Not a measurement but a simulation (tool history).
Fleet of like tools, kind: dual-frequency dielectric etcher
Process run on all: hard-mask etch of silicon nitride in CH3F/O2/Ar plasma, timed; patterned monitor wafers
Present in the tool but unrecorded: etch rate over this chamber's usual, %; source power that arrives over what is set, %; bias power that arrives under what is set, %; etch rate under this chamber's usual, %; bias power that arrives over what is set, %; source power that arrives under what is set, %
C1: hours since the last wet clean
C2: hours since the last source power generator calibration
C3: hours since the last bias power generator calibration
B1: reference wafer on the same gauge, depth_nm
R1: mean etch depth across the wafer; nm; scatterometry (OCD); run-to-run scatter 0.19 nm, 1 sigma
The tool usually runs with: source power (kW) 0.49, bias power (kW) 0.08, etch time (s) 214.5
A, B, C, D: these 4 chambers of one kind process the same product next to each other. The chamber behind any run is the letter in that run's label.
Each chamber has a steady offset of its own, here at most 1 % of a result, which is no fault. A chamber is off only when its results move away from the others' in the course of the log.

{"run": "1A", "hour": 6.4, "source power (kW)": 0.49, "bias power (kW)": 0.08, "etch time (s)": 214.5, "C1": 155.3, "C2": 1011.1, "C3": 2325.3, "B1": 157, "R1": 166.99}
{"run": "2C", "hour": 14.6, "source power (kW)": 0.49, "bias power (kW)": 0.08, "etch time (s)": 214.5, "C1": 393.3, "C2": 454.7, "C3": 92.9, "B1": 156.99, "R1": 168.48}
{"run": "3D", "hour": 19.6, "source power (kW)": 0.49, "bias power (kW)": 0.08, "etch time (s)": 214.5, "C1": 277.7, "C2": 1579.4, "C3": 1605.4, "B1": 157.04, "R1": 168.59}
{"run": "4B", "hour": 25.5, "source power (kW)": 0.49, "bias power (kW)": 0.08, "etch time (s)": 214.5, "C1": 357.1, "C2": 1196.9, "C3": 3278.6, "B1": 157.05, "R1": 169.29}
{"run": "5D", "hour": 31.9, "source power (kW)": 0.49, "bias power (kW)": 0.08, "etch time (s)": 214.5, "C1": 290, "C2": 1591.7, "C3": 1617.7, "B1": 157.04, "R1": 168.55}
{"run": "6B", "hour": 38.0, "source power (kW)": 0.49, "bias power (kW)": 0.08, "etch time (s)": 214.5, "C1": 369.6, "C2": 1209.4, "C3": 3291.1, "B1": 157.1, "R1": 169.4}
{"run": "7C", "hour": 47.2, "source power (kW)": 0.49, "bias power (kW)": 0.08, "etch time (s)": 214.5, "C1": 425.9, "C2": 487.3, "C3": 125.5, "B1": 157.11, "R1": 168.87}
{"run": "8A", "hour": 53.5, "source power (kW)": 0.49, "bias power (kW)": 0.08, "etch time (s)": 214.5, "C1": 202.4, "C2": 1058.2, "C3": 2372.4, "B1": 157.06, "R1": 167.02}
{"run": "9D", "hour": 64.1, "source power (kW)": 0.54, "bias power (kW)": 0.064, "etch time (s)": 214.5, "C1": 322.2, "C2": 1623.9, "C3": 1649.9, "B1": 157.14, "R1": 162.24}
{"run": "10A", "hour": 74.2, "source power (kW)": 0.54, "bias power (kW)": 0.064, "etch time (s)": 214.5, "C1": 223.1, "C2": 1078.9, "C3": 2393.1, "B1": 157.13, "R1": 160.75}
{"run": "11C", "hour": 84.6, "source power (kW)": 0.54, "bias power (kW)": 0.064, "etch time (s)": 214.5, "C1": 463.3, "C2": 524.7, "C3": 162.9, "B1": 157.16, "R1": 162.59}
{"run": "12B", "hour": 90.8, "source power (kW)": 0.54, "bias power (kW)": 0.064, "etch time (s)": 214.5, "C1": 422.4, "C2": 1262.2, "C3": 3343.9, "B1": 157.19, "R1": 162.86}
{"run": "13D", "hour": 100.4, "source power (kW)": 0.49, "bias power (kW)": 0.08, "etch time (s)": 214.5, "C1": 358.5, "C2": 1660.2, "C3": 1686.2, "B1": 157.2, "R1": 168.82}
{"run": "14B", "hour": 106.8, "source power (kW)": 0.39, "bias power (kW)": 0.08, "etch time (s)": 264.5, "C1": 438.4, "C2": 1278.2, "C3": 3359.9, "B1": 157.22, "R1": 191.67}
{"run": "15C", "hour": 115.2, "source power (kW)": 0.39, "bias power (kW)": 0.08, "etch time (s)": 264.5, "C1": 493.9, "C2": 555.3, "C3": 193.5, "B1": 157.24, "R1": 190.95}
{"run": "16A", "hour": 122.2, "source power (kW)": 0.39, "bias power (kW)": 0.08, "etch time (s)": 264.5, "C1": 271.1, "C2": 1126.9, "C3": 2441.1, "B1": 157.22, "R1": 188.95}
{"run": "17D", "hour": 132.4, "source power (kW)": 0.39, "bias power (kW)": 0.08, "etch time (s)": 264.5, "C1": 390.5, "C2": 1692.2, "C3": 1718.2, "B1": 157.26, "R1": 191.14}
{"run": "18B", "hour": 137.2, "source power (kW)": 0.49, "bias power (kW)": 0.08, "etch time (s)": 214.5, "C1": 468.8, "C2": 1308.6, "C3": 3390.3, "B1": 157.25, "R1": 169.19}
{"run": "19C", "hour": 144.2, "source power (kW)": 0.49, "bias power (kW)": 0.08, "etch time (s)": 214.5, "C1": 522.9, "C2": 584.3, "C3": 222.5, "B1": 157.29, "R1": 168.59}
{"run": "20A", "hour": 148.9, "source power (kW)": 0.49, "bias power (kW)": 0.08, "etch time (s)": 214.5, "C1": 297.8, "C2": 1153.6, "C3": 2467.8, "B1": 157.28, "R1": 167.09}
{"run": "21B", "hour": 159.6, "source power (kW)": 0.49, "bias power (kW)": 0.08, "etch time (s)": 214.5, "C1": 491.2, "C2": 1331, "C3": 3412.7, "B1": 157.3, "R1": 169.23}
{"hour": 168.3, "done": "chamber A: wet clean of the chamber"}
{"run": "22C", "hour": 169.7, "source power (kW)": 0.49, "bias power (kW)": 0.08, "etch time (s)": 214.5, "C1": 548.4, "C2": 609.8, "C3": 248, "B1": 157.39, "R1": 169.13}
{"run": "23A", "hour": 179.3, "source power (kW)": 0.49, "bias power (kW)": 0.08, "etch time (s)": 214.5, "C1": 11, "C2": 1184, "C3": 2498.2, "B1": 157.33, "R1": 166.71}
{"run": "24D", "hour": 189.2, "source power (kW)": 0.49, "bias power (kW)": 0.08, "etch time (s)": 214.5, "C1": 447.3, "C2": 1749, "C3": 1775, "B1": 157.37, "R1": 168.99}
{"run": "25C", "hour": 200.0, "source power (kW)": 0.49, "bias power (kW)": 0.08, "etch time (s)": 214.5, "C1": 578.7, "C2": 640.1, "C3": 278.3, "B1": 157.38, "R1": 169.21}
{"run": "26D", "hour": 211.0, "source power (kW)": 0.49, "bias power (kW)": 0.08, "etch time (s)": 214.5, "C1": 469.1, "C2": 1770.8, "C3": 1796.8, "B1": 157.41, "R1": 168.68}
{"hour": 213.3, "done": "chamber B: wet clean of the chamber"}
{"run": "27B", "hour": 220.6, "source power (kW)": 0.49, "bias power (kW)": 0.08, "etch time (s)": 214.5, "C1": 7.3, "C2": 1392, "C3": 3473.7, "B1": 157.43, "R1": 169.45}
{"run": "28A", "hour": 230.2, "source power (kW)": 0.49, "bias power (kW)": 0.08, "etch time (s)": 214.5, "C1": 61.9, "C2": 1234.9, "C3": 2549.1, "B1": 157.51, "R1": 167.53}
{"run": "29C", "hour": 240.0, "source power (kW)": 0.49, "bias power (kW)": 0.08, "etch time (s)": 214.5, "C1": 618.7, "C2": 680.1, "C3": 318.3, "B1": 157.43, "R1": 169.15}
{"run": "30B", "hour": 248.5, "source power (kW)": 0.49, "bias power (kW)": 0.08, "etch time (s)": 214.5, "C1": 35.2, "C2": 1419.9, "C3": 3501.6, "B1": 157.49, "R1": 169.74}
{"run": "31A", "hour": 257.4, "source power (kW)": 0.49, "bias power (kW)": 0.08, "etch time (s)": 214.5, "C1": 89.1, "C2": 1262.1, "C3": 2576.3, "B1": 157.48, "R1": 167.66}
{"run": "32D", "hour": 266.6, "source power (kW)": 0.49, "bias power (kW)": 0.08, "etch time (s)": 214.5, "C1": 524.7, "C2": 1826.4, "C3": 1852.4, "B1": 157.53, "R1": 169.27}
{"run": "33D", "hour": 274.1, "source power (kW)": 0.49, "bias power (kW)": 0.08, "etch time (s)": 214.5, "C1": 532.2, "C2": 1833.9, "C3": 1859.9, "B1": 157.52, "R1": 169.27}
{"hour": 279.6, "done": "chamber C: wet clean of the chamber"}
{"run": "34B", "hour": 280.2, "source power (kW)": 0.49, "bias power (kW)": 0.08, "etch time (s)": 175.5, "C1": 66.9, "C2": 1451.6, "C3": 3533.3, "B1": 157.53, "R1": 138.78}
{"run": "35A", "hour": 288.7, "source power (kW)": 0.49, "bias power (kW)": 0.08, "etch time (s)": 175.5, "C1": 120.4, "C2": 1293.4, "C3": 2607.6, "B1": 157.58, "R1": 137.07}
{"run": "36C", "hour": 298.0, "source power (kW)": 0.49, "bias power (kW)": 0.08, "etch time (s)": 175.5, "C1": 18.4, "C2": 738.1, "C3": 376.3, "B1": 157.56, "R1": 138.54}
{"run": "37A", "hour": 305.4, "source power (kW)": 0.49, "bias power (kW)": 0.08, "etch time (s)": 175.5, "C1": 137.1, "C2": 1310.1, "C3": 2624.3, "B1": 157.62, "R1": 137.19}
{"run": "38C", "hour": 316.1, "source power (kW)": 0.49, "bias power (kW)": 0.08, "etch time (s)": 214.5, "C1": 36.5, "C2": 756.2, "C3": 394.4, "B1": 157.62, "R1": 169.34}
{"run": "39B", "hour": 326.2, "source power (kW)": 0.49, "bias power (kW)": 0.08, "etch time (s)": 214.5, "C1": 112.9, "C2": 1497.6, "C3": 3579.3, "B1": 157.63, "R1": 169.82}
{"run": "40D", "hour": 336.8, "source power (kW)": 0.49, "bias power (kW)": 0.08, "etch time (s)": 214.5, "C1": 594.9, "C2": 1896.6, "C3": 1922.6, "B1": 157.71, "R1": 169.33}
{"run": "41D", "hour": 343.5, "source power (kW)": 0.49, "bias power (kW)": 0.08, "etch time (s)": 214.5, "C1": 601.6, "C2": 1903.3, "C3": 1929.3, "B1": 157.7, "R1": 169.02}
{"run": "42C", "hour": 353.2, "source power (kW)": 0.49, "bias power (kW)": 0.08, "etch time (s)": 214.5, "C1": 73.6, "C2": 793.3, "C3": 431.5, "B1": 157.7, "R1": 169.39}
{"run": "43A", "hour": 358.2, "source power (kW)": 0.49, "bias power (kW)": 0.08, "etch time (s)": 214.5, "C1": 189.9, "C2": 1362.9, "C3": 2677.1, "B1": 157.7, "R1": 167.38}

Which is it: a chamber that has drifted or been left off by a service, a gauge drift common to all chambers, or only each chamber's usual small offset? If a chamber is off, name it and its likeliest cause.

None of the chambers is off. What moves is the gauge, dragging all their readings along together.
What lies behind it: gauge reads high (%) = 0.455.
